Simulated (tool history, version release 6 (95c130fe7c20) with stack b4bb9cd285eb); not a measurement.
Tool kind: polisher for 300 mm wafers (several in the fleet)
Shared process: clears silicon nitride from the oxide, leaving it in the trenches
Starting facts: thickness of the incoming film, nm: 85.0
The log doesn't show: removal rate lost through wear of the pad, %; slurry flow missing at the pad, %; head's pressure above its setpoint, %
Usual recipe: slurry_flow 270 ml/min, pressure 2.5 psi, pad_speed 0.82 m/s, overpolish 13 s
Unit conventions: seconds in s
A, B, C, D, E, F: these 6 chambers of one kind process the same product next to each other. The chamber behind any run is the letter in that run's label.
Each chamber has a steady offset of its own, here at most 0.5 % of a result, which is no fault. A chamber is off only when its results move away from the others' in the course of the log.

run	hour	slurry_flow	pressure	pad_speed	overpolish	wafers polished on this pad	hours since the slurry nozzle was cleaned	hours since the head pressure was calibrated	seconds
# hour 8.3: chamber C: worn pad replaced by a new one
1D	9.0	270	2.5	0.82	13	873	709.5	426.0	150.81
# hour 17.5: chamber A: worn pad replaced by a new one
2C	18.3	270	2.5	0.82	13	110	413.3	239.2	153.60
# hour 20.8: chamber F: worn pad replaced by a new one
3B	26.6	270	2.5	0.82	13	414	119.6	418.2	155.17
4A	34.2	270	2.5	0.82	13	183	327.6	248.6	152.80
# hour 38.0: chamber D: worn pad replaced by a new one
# hour 38.9: chamber E: worn pad replaced by a new one
# hour 41.9: chamber B: worn pad replaced by a new one
5E	44.1	270	2.9	0.82	13	57	558.4	473.7	129.65
# hour 49.5: chamber C: slurry nozzle cleaned
6F	51.5	270	2.9	0.82	13	337	100.5	82.6	130.46
7B	61.4	270	2.9	0.82	13	214	154.4	453.0	131.52
# hour 68.3: chamber C: worn pad replaced by a new one
8F	70.5	270	2.9	0.82	13	546	119.5	101.6	130.59
9A	80.4	270	2.9	0.82	13	690	373.8	294.8	130.94
10E	86.7	270	2.9	0.82	13	525	601.0	516.3	133.53
# hour 91.7: chamber A: head pressure recalibrated
11C	96.1	270	2.5	0.82	13	305	46.6	317.0	148.71
12D	104.6	270	2.5	0.82	13	731	805.1	521.6	153.35
# hour 109.3: chamber B: worn pad replaced by a new one
13A	113.6	270	2.5	0.82	13	1055	407.0	22.0	153.98
14C	120.5	270	2.5	0.82	13	573	71.0	341.4	152.31
# hour 126.6: chamber E: worn pad replaced by a new one
# hour 127.2: chamber C: worn pad replaced by a new one
15E	129.1	270	2.5	0.82	13	28	643.4	558.7	153.69
# hour 130.5: chamber B: slurry nozzle cleaned
# hour 134.3: chamber A: worn pad replaced by a new one
16D	138.5	270	2.5	0.82	13	1103	839.0	555.5	150.84
17F	143.0	270	2.5	0.82	13	1342	192.0	174.1	154.13
# hour 146.5: chamber D: worn pad replaced by a new one
18B	147.8	270	2.5	0.82	13	423	17.3	539.4	153.40
# hour 155.2: chamber B: head pressure recalibrated
19D	155.6	270	2.5	0.82	13	100	856.1	572.6	152.11
20F	163.6	270	2.5	0.82	13	1568	212.6	194.7	150.67
21B	169.8	270	2.5	0.82	13	665	39.3	14.6	151.90
# hour 170.4: chamber F: worn pad replaced by a new one
# hour 176.8: chamber B: worn pad replaced by a new one
# hour 177.8: chamber C: worn pad replaced by a new one
22E	177.8	350	2.5	0.82	13	563	692.1	607.4	149.35
23A	185.0	350	2.5	0.82	13	557	478.4	93.4	148.35
24C	194.8	350	2.5	0.82	13	187	145.3	415.7	147.67
# hour 197.3: chamber E: worn pad replaced by a new one
25C	199.5	350	2.5	0.82	13	239	150.0	420.4	148.91
26F	208.5	350	2.5	0.82	13	418	257.5	239.6	149.09
# hour 212.6: chamber A: slurry nozzle cleaned
27A	216.4	350	2.5	0.82	13	902	3.9	124.8	147.46
28E	222.7	270	2.5	0.82	13	279	737.0	652.3	151.11
# hour 223.5: chamber D: head pressure recalibrated
# hour 224.3: chamber A: worn pad replaced by a new one
# hour 229.4: chamber D: slurry nozzle cleaned
29D	232.8	270	2.5	0.82	13	947	3.4	9.3	147.73
# hour 233.0: chamber C: worn pad replaced by a new one
30B	242.4	270	2.5	0.82	13	720	111.9	87.2	154.17
# hour 244.3: chamber B: worn pad replaced by a new one
31A	251.4	270	2.5	0.82	13	298	38.9	159.8	150.83
# hour 254.7: chamber D: worn pad replaced by a new one
32F	258.5	270	1.9	0.82	6	967	307.5	289.6	199.68
33B	263.9	270	1.9	0.82	6	216	133.4	108.7	198.82
34C	272.8	270	1.9	0.82	6	437	223.3	493.7	199.78
# hour 277.9: chamber E: worn pad replaced by a new one
35E	281.1	270	1.9	0.82	6	36	795.4	710.7	202.78
36D	285.9	270	1.9	0.82	6	343	56.5	62.4	197.17
37A	296.1	270	1.9	0.82	6	788	83.6	204.5	197.46

Decide between three cases: one chamber stands off from its peers, the gauge reading all wafers drifts, or nothing is wrong past each chamber's small offset. Where a chamber is off, say which and what most likely put it there.

No chamber stands off beyond its own small offset, and the gauge holds steady.
